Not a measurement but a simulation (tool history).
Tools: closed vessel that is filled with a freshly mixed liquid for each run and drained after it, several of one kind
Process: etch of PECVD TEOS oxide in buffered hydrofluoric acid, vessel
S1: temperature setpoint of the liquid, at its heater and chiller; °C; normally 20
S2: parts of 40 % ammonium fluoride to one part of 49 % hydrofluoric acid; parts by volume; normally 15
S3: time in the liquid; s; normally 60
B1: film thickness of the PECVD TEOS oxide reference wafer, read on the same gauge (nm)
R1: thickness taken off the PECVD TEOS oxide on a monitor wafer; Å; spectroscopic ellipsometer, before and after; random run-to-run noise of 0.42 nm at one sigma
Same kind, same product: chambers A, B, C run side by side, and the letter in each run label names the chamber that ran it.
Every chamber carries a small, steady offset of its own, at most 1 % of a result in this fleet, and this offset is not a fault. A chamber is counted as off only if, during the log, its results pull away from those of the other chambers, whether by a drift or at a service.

run	hour	S1	S2	S3	B1	R1
1C	5.9	20	15	60	29.968	578.66
2A	12.9	20	15	60	30.001	580.76
3B	25.5	20	15	60	29.989	590.67
4C	38.6	20	15	60	30.01	593.23
5B	45	20	15	60	29.982	581.49
6A	58	20	15	60	30.032	587.56
7C	66.4	20	15	60	30.033	589.71
8B	76.8	20	15	60	29.992	587.45
9A	88.3	20	15	60	30.016	582.69
# hour 89.2: chamber B: thermometer replaced
10A	97.9	18	15	60	30.02	524.01
11C	107.5	18	15	60	29.967	521.11
12B	119.5	18	15	60	29.995	522.22
# hour 125.9: chamber C: hydrofluoric acid flow meter replaced
13A	130	20	15	60	29.983	584.38
14B	136.7	20	15	60	30.005	578.97
15C	145.4	20	15	60	30.018	582.14
16B	154.2	20	15	60	29.961	595.98
17A	161.7	20	15	60	29.967	572.97
18C	169.7	20	13	50	30.022	552.84
19A	179.7	20	13	50	30.04	560.45
20B	190.8	20	13	50	30.004	561.32
21C	198.4	20	15	60	30.021	593.46
22B	211.2	20	15	60	29.978	590.6
23A	218.7	20	15	60	30.001	584.72
24C	225.4	20	15	60	30.009	581.76
25A	233.5	20	15	60	30.004	594.05
26C	241.9	20	15	60	30.03	581.09
27B	248.3	20	15	60	29.979	598.28
28A	257.5	24.5	19.5	60	29.993	576.71
29B	269.8	24.5	19.5	60	30.006	583.26
30C	280	24.5	19.5	60	29.992	580.84
# hour 286.8: chamber A: hydrofluoric acid flow meter replaced
31B	288	20	15	60	30.026	595.32
32C	295.1	20	15	60	29.989	581.57
33A	305.6	20	15	60	30.007	586.64
34A	316.8	20	15	60	30.01	581.8
35C	322.8	20	15	60	29.986	592.44
36B	335.6	20	15	60	30.001	599
37C	347.2	20	15	60	30.024	589.66
38A	353.5	17.5	15	85	29.97	716.99
39B	361.1	17.5	15	85	29.988	751
40A	370.9	17.5	15	85	29.982	720.95
41C	381	20	15	60	29.992	584.55
42B	391.2	20	15	60	30.021	597
43A	397	20	15	60	29.975	592.73
44C	406.4	20	15	60	29.999	580.76

Predict what each chamber gives when all 3 of them run the settings below next.
45A	415.9	17	15	60		?
45B	415.9	17	15	60		?
45C	415.9	17	15	60		?

run	R1
45A	490.72
45B	513.44
45C	486.71
